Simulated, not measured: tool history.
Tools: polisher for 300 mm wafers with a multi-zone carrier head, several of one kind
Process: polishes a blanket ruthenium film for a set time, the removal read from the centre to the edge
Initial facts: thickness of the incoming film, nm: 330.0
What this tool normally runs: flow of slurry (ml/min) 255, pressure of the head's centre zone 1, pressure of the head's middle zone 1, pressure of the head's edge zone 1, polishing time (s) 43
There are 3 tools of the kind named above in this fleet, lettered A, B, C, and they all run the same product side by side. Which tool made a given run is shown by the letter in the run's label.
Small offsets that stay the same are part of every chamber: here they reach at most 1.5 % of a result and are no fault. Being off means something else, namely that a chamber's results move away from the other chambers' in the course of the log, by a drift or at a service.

run	hour	flow of slurry (ml/min)	pressure of the head's centre zone	pressure of the head's middle zone	pressure of the head's edge zone	polishing time (s)	wafers polished on this pad	hours since the slurry nozzle was cleaned	hours since the centre zone pressure was calibrated	hours since the edge zone pressure was calibrated	film removed at the wafer's centre (Å)	film removed at mid-radius (Å)	film removed at the wafer's edge (Å)
# hour 14.2: chamber C: worn pad replaced by a new one
1B	14.5	255	1	1	1	43	1161	456.8	431.6	343.7	282.62	280.94	283.44
2C	28	255	1	1	1	43	240	217.7	421	468.7	283.93	274.42	276.1
3A	41	255	1	1	1	43	968	353.6	145.5	368	280.18	280.17	279.21
4A	49.5	255	1	1	1	43	1115	362.1	154	376.5	273.13	283.03	277.72
# hour 50.9: chamber C: slurry nozzle cleaned
# hour 51.1: chamber A: worn pad replaced by a new one
5B	60.1	255	1	1	1	43	1952	502.4	477.2	389.3	281.68	287.74	285.58
6C	72.9	255	1	1	1	43	1019	22.1	465.9	513.6	277.87	269.37	278.94
7C	83.4	255	1	1	1	43	1201	32.6	476.4	524.1	281.62	277.41	285.8
# hour 84.3: chamber C: worn pad replaced by a new one
8B	93.1	255	1	1	1	43	2524	535.4	510.2	422.3	285.92	276.32	285.4
# hour 96.8: chamber A: slurry nozzle cleaned
9A	108.8	175	1	0.93	1	43	1001	12	213.3	435.8	262.8	247.17	268.37
# hour 122.7: chamber A: worn pad replaced by a new one
10B	124.5	175	1	0.93	1	43	3069	566.8	541.6	453.7	270.99	253.26	272.32
11C	133.7	175	1	0.93	1	43	858	82.9	526.7	574.4	267.61	252.84	265.89
12A	142.1	255	1	1	1	43	337	45.3	246.6	469.1	277.27	283.05	281.48
13B	150.3	255	1	1	1	43	3517	592.6	567.4	479.5	275.63	281.54	287.18
14C	158.8	255	1	1	1	43	1293	108	551.8	599.5	282.78	273.32	277.91
# hour 162.1: chamber C: worn pad replaced by a new one
15A	169.6	255	1	1	1	43	814	72.8	274.1	496.6	275.07	282.52	275.87
16A	183.5	255	1	1	1	43	1055	86.7	288	510.5	278.87	274.48	277.29
# hour 196.3: chamber A: worn pad replaced by a new one
17C	196.3	255	1	1	1	43	593	145.5	589.3	637	279.94	276.18	277.99
18B	205.9	255	1	1	1	43	4481	648.2	623	535.1	274.62	272.79	277.95
19B	213.6	255	1	1	1	43	4615	655.9	630.7	542.8	277.94	284.68	274.53
20A	224.8	255	1	1	1	43	494	128	329.3	551.8	279.36	277.09	276.42
# hour 227.9: chamber A: centre zone pressure recalibrated
# hour 231.4: chamber C: worn pad replaced by a new one
21C	233.7	255	1	1	1	29	40	182.9	626.7	674.4	191.15	189.34	190.17
22A	246.9	255	1	1	1	29	878	150.1	19	573.9	183.51	187.22	186.8
# hour 252.7: chamber C: centre zone pressure recalibrated
23B	257.2	255	1	1	1	29	5371	699.5	674.3	586.4	180.7	182.78	180.06
# hour 261.1: chamber C: slurry nozzle cleaned
24C	268	255	1	1	0.95	43	635	7	15.4	708.7	277.26	280.87	270.37
# hour 274: chamber A: worn pad replaced by a new one
25B	278.6	255	1	1	0.95	43	5743	720.9	695.7	607.8	264.3	274.24	262.12
26C	288.9	255	1	1	0.95	43	998	27.9	36.3	729.6	279.05	282.14	271.67
27A	300.7	255	1	1.07	1	43	464	203.9	72.8	627.7	277.45	304.74	277.88
# hour 303.1: chamber C: worn pad replaced by a new one
28B	313.4	255	1	1.07	1	43	6346	755.7	730.5	642.6	257.66	280.28	262.92
29C	328.6	255	1	1.07	1	43	442	67.6	76	769.3	284.72	292.73	279.3
30A	337.6	300	1	1	1	43	1104	240.8	109.7	664.6	285.41	287.09	283.91
# hour 338: chamber A: worn pad replaced by a new one
31C	353.1	300	1	1	1	43	867	92.1	100.5	793.8	289.75	289.17	281.43
32A	362.9	300	1	1	1	43	432	266.1	135	689.9	277.79	289.64	284.39
33B	370.1	220	1.05	1	1	43	7330	812.4	787.2	699.3	264.53	257.07	252.44

Read the log: is a single chamber off, either drifting away or since a service, is the gauge that measures every chamber drifting, or is nothing wrong beyond small per-chamber offsets? Name any odd chamber and what most likely caused it.

It is chamber B that slowly wanders off from its peers.
Likeliest cause: removal rate lost through wear of the pad, % = 9.35.

Here are 4 candidates for chamber B's next run, each the usual settings with a change, their results left as question marks. Which one brings its results back in line with what the others give on the usual settings?
Counts as in line when no further than this from what the other chambers average on the usual settings: film removed at the wafer's centre (Å) 10; film removed at mid-radius (Å) 14; film removed at the wafer's edge (Å) 8.5
34B-1	381.3	255	1	1	1	44					?	?	?
34B-2	381.3	255	1	1	1	42					?	?	?
34B-3	381.3	255	1	1	1	47					?	?	?
34B-4	381.3	255	1	1	1	39					?	?	?

On the usual settings, the other chambers give on average: film removed at the wafer's centre (Å) 278.39; film removed at mid-radius (Å) 279.02; film removed at the wafer's edge (Å) 279.12
run	film removed at the wafer's centre (Å)	film removed at mid-radius (Å)	film removed at the wafer's edge (Å)
34B-1	262.13	263.6	260.67
34B-2	250.22	251.62	248.83
34B-3	280	281.57	278.45
34B-4	232.34	233.65	231.05
The answer is 34B-3, which returns the chamber to within the allowed miss of the others.

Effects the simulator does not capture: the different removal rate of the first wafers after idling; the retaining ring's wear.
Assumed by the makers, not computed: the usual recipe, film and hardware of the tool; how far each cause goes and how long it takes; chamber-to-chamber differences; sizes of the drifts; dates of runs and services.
